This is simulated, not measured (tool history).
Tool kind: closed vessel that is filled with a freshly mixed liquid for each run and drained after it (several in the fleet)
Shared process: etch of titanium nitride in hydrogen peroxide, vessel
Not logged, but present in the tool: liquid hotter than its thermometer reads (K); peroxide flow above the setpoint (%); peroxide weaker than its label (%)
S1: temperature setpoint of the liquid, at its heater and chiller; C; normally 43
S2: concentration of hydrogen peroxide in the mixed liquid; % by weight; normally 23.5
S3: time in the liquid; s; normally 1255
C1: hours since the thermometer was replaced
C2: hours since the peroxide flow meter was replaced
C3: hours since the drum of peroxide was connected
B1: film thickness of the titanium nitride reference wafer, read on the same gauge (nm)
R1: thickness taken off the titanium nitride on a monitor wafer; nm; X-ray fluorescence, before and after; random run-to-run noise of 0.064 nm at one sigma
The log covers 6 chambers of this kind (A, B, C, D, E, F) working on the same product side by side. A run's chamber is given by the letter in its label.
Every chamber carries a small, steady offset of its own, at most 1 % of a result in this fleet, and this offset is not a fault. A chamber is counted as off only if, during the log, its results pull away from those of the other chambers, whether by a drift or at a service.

| run | day | S1 | S2 | S3 | C1 | C2 | C3 | B1 | R1 |
|---|---|---|---|---|---|---|---|---|---|
| 1B | 0.150 | 43 | 23.5 | 1255 | 829.3 | 560.3 | 236.4 | 129.99 | 19.233 |
| 2E | 0.350 | 43 | 23.5 | 1255 | 607.3 | 573.6 | 701.9 | 129.98 | 19.010 |
| 3D | 0.479 | 43 | 23.5 | 1255 | 476.3 | 1776.6 | 482.4 | 130.00 | 19.392 |
| 4C | 0.646 | 43 | 23.5 | 1255 | 203.7 | 114.0 | 136.7 | 130.01 | 19.178 |
| 5A | 0.771 | 43 | 23.5 | 1255 | 318.8 | 1227.0 | 49.4 | 129.99 | 19.329 |
| 6F | 1.000 | 43 | 23.5 | 1255 | 401.1 | 1999.5 | 499.8 | 130.00 | 19.210 |
| 7D | 1.108 | 43 | 23.5 | 1255 | 491.4 | 1791.7 | 497.5 | 130.00 | 19.369 |
| 8A | 1.329 | 43 | 23.5 | 1930 | 332.2 | 1240.4 | 62.8 | 130.00 | 29.697 |
| 9B | 1.554 | 43 | 23.5 | 1930 | 863.0 | 594.0 | 270.1 | 130.03 | 29.799 |
| 10C | 1.758 | 43 | 23.5 | 1930 | 230.4 | 140.7 | 163.4 | 129.99 | 29.738 |
| 11F | 1.975 | 43 | 23.5 | 1930 | 424.5 | 2022.9 | 523.2 | 130.01 | 29.445 |
| 12E | 2.092 | 43 | 23.5 | 1930 | 649.1 | 615.4 | 743.7 | 130.03 | 29.249 |
| 13E | 2.208 | 43 | 23.5 | 1930 | 651.9 | 618.2 | 746.5 | 130.00 | 29.284 |
| 14C | 2.438 | 43 | 23.5 | 1255 | 246.7 | 157.0 | 179.7 | 129.98 | 19.322 |
| 15A | 2.604 | 43 | 23.5 | 1255 | 362.8 | 1271.0 | 93.4 | 129.97 | 19.176 |
| 16F | 2.725 | 43 | 23.5 | 1255 | 442.5 | 2040.9 | 541.2 | 130.00 | 19.396 |
| 17B | 2.896 | 43 | 23.5 | 1255 | 895.2 | 626.2 | 302.3 | 129.98 | 19.246 |
| 18D | 3.125 | 43 | 23.5 | 1255 | 539.8 | 1840.1 | 545.9 | 129.99 | 19.374 |
| 19D | 3.338 | 43 | 23.5 | 1255 | 544.9 | 1845.2 | 551.0 | 130.02 | 19.443 |
| 20A | 3.471 | 43 | 23.5 | 1255 | 383.6 | 1291.8 | 114.2 | 130.02 | 19.158 |
| 21C | 3.596 | 43 | 23.5 | 1255 | 274.5 | 184.8 | 207.5 | 130.01 | 19.252 |
| 22E | 3.775 | 43 | 23.5 | 1255 | 689.5 | 655.8 | 784.1 | 130.03 | 19.094 |
| 23B | 3.996 | 43 | 23.5 | 1255 | 921.6 | 652.6 | 328.7 | 130.02 | 19.248 |
| 24F | 4.200 | 43 | 23.5 | 1255 | 477.9 | 2076.3 | 576.6 | 130.03 | 19.392 |
| 25C | 4.367 | 51 | 23.5 | 570 | 293.0 | 203.3 | 226.0 | 130.01 | 15.723 |
| 26F | 4.500 | 51 | 23.5 | 570 | 485.1 | 2083.5 | 583.8 | 129.99 | 16.037 |
| 27A | 4.671 | 51 | 23.5 | 570 | 412.4 | 1320.6 | 143.0 | 130.00 | 15.879 |
| 28E | 4.900 | 51 | 23.5 | 570 | 716.5 | 682.8 | 811.1 | 130.01 | 15.834 |
| 29B | 5.017 | 51 | 23.5 | 570 | 946.1 | 677.1 | 353.2 | 129.99 | 15.652 |
| 30D | 5.179 | 51 | 23.5 | 570 | 589.1 | 1889.4 | 595.2 | 130.01 | 16.053 |
| 31E | 5.392 | 43 | 23.5 | 1255 | 728.3 | 694.6 | 822.9 | 129.99 | 19.100 |
| 32F | 5.621 | 43 | 23.5 | 1255 | 512.0 | 2110.4 | 610.7 | 130.02 | 19.593 |
| 33A | 5.821 | 43 | 23.5 | 1255 | 440.0 | 1348.2 | 170.6 | 129.99 | 19.296 |
| 34D | 6.033 | 43 | 23.5 | 1255 | 609.6 | 1909.9 | 615.7 | 129.99 | 19.445 |
| 35C | 6.221 | 43 | 19.0 | 1640 | 337.5 | 247.8 | 270.5 | 130.00 | 24.053 |
| 36B | 6.450 | 43 | 19.0 | 1640 | 980.5 | 711.5 | 387.6 | 129.99 | 24.091 |
| 37D | 6.675 | 43 | 19.0 | 1640 | 625.0 | 1925.3 | 631.1 | 130.00 | 24.216 |

Read the log: is a single chamber off, either drifting away or since a service, is the gauge that measures every chamber drifting, or is nothing wrong beyond small per-chamber offsets? Name any odd chamber and what most likely caused it.

It is chamber F that slowly wanders off from its peers.
Most likely cause: liquid hotter than its thermometer reads (K) = 0.503.

Which of the 4 candidates below, each the usual settings with something changed and its results left as question marks, puts chamber F back in line with what the other chambers give on the usual settings?
In line means no further than this from the other chambers' mean on the usual settings: R1 0.220 nm
| 38F-1 | 6.842 | 43 | 23.5 | 1265 |  |  |  |  | ? |
| 38F-2 | 6.842 | 43 | 22.5 | 1255 |  |  |  |  | ? |
| 38F-3 | 6.842 | 43 | 23.5 | 1295 |  |  |  |  | ? |
| 38F-4 | 6.842 | 43 | 23.5 | 1215 |  |  |  |  | ? |

On the usual settings, the other chambers give on average: R1 19.263 nm
| run | R1 |
|---|---|
| 38F-1 | 20.039 |
| 38F-2 | 19.693 |
| 38F-3 | 20.515 |
| 38F-4 | 19.247 |
38F-4 is the one that brings the chamber's results back in line with the other chambers.
